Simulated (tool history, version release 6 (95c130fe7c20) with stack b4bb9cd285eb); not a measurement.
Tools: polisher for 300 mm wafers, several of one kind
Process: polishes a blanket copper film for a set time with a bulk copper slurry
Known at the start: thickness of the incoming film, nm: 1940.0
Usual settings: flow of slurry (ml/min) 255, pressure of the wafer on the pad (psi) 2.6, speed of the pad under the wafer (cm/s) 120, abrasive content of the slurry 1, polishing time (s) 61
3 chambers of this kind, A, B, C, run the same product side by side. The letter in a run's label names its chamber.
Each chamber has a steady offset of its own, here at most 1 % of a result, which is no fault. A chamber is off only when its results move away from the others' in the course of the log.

run,hour,flow of slurry (ml/min),pressure of the wafer on the pad (psi),speed of the pad under the wafer (cm/s),abrasive content of the slurry,polishing time (s),film removed (Å)
1B,2.2,255,2.6,120,1,61,5329.3
2C,5.9,255,2.6,120,1,61,5430.7
3A,10.2,255,2.6,120,1,61,5336.9
4B,14.7,255,2.6,120,1,61,5332.2
# hour 14.9: chamber B: worn pad replaced by a new one
5C,17.4,255,2.6,120,1,61,5363.1
6A,22.4,255,2.6,102,1,61,4615.2
7A,25.1,255,2.6,102,1,61,4568.4
8C,30.0,255,2.6,102,1,61,4581.1
9B,34.6,255,2.6,120,1,61,5305.1
10C,39.0,190,2.6,144,1,61,6230.5
11B,42.0,190,2.6,144,1,61,6242.6
12A,45.0,190,2.6,144,1,61,6179.1
13A,49.6,255,2.6,120,1,61,5399.9
14B,52.4,255,2.6,120,1,61,5342.9
# hour 52.8: chamber C: worn pad replaced by a new one
15C,57.0,255,2.6,150,1,70,7696.6
16C,60.6,255,2.6,150,1,70,7740.9
17B,64.0,255,2.6,150,1,70,7583.6
18A,66.3,255,2.6,120,1,61,5365.4
19A,70.2,255,2.6,120,1,61,5370.1
20B,72.8,255,2.6,120,1,61,5256.0
21C,76.6,255,2.6,120,1,61,5387.2
22A,79.1,255,2.6,120,1,61,5315.4
23B,82.0,255,2.6,120,1,61,5318.5
24C,85.6,255,2.6,120,1,61,5286.7
25C,89.3,255,2.6,120,1,61,5384.8
26B,93.1,255,2.6,120,1,61,5330.3
# hour 93.6: chamber A: worn pad replaced by a new one
27A,97.2,255,2.6,120,1,61,5284.6
28B,101.8,255,2.6,120,1,61,5289.6
29A,106.7,255,2.6,120,1,61,5379.0
30C,111.3,255,3.3,120,1,61,6912.9
31A,116.1,255,3.3,120,1,61,6613.2
32B,118.8,255,3.3,120,1,61,6776.6
33C,123.7,255,2.6,120,1,61,5366.6
34A,126.1,255,2.6,120,1,61,5154.9
35C,129.2,255,2.6,120,1,61,5299.5
36B,132.0,255,2.6,120,1,61,5335.4
# hour 134.2: chamber C: worn pad replaced by a new one
# hour 135.6: chamber B: worn pad replaced by a new one
37A,136.0,255,2.6,120,1,61,5174.4
38B,140.0,255,2.6,120,1,61,5379.1
39C,142.7,255,2.6,120,1,61,5440.6
40A,145.7,255,2.6,120,1,61,5166.8
41C,148.4,255,2.6,120,1,61,5413.0
42B,151.2,255,2.6,120,1,61,5284.4
43C,154.4,255,2.6,120,1,61,5426.6
44A,158.2,255,2.6,120,1,53,4481.5

Next, every chamber runs the same settings. What will each give?
45A,161.8,255,2.6,120,1,81,?
45B,161.8,255,2.6,120,1,81,?
45C,161.8,255,2.6,120,1,81,?

run,film removed (Å)
45A,6854.4
45B,7109.4
45C,7146.9
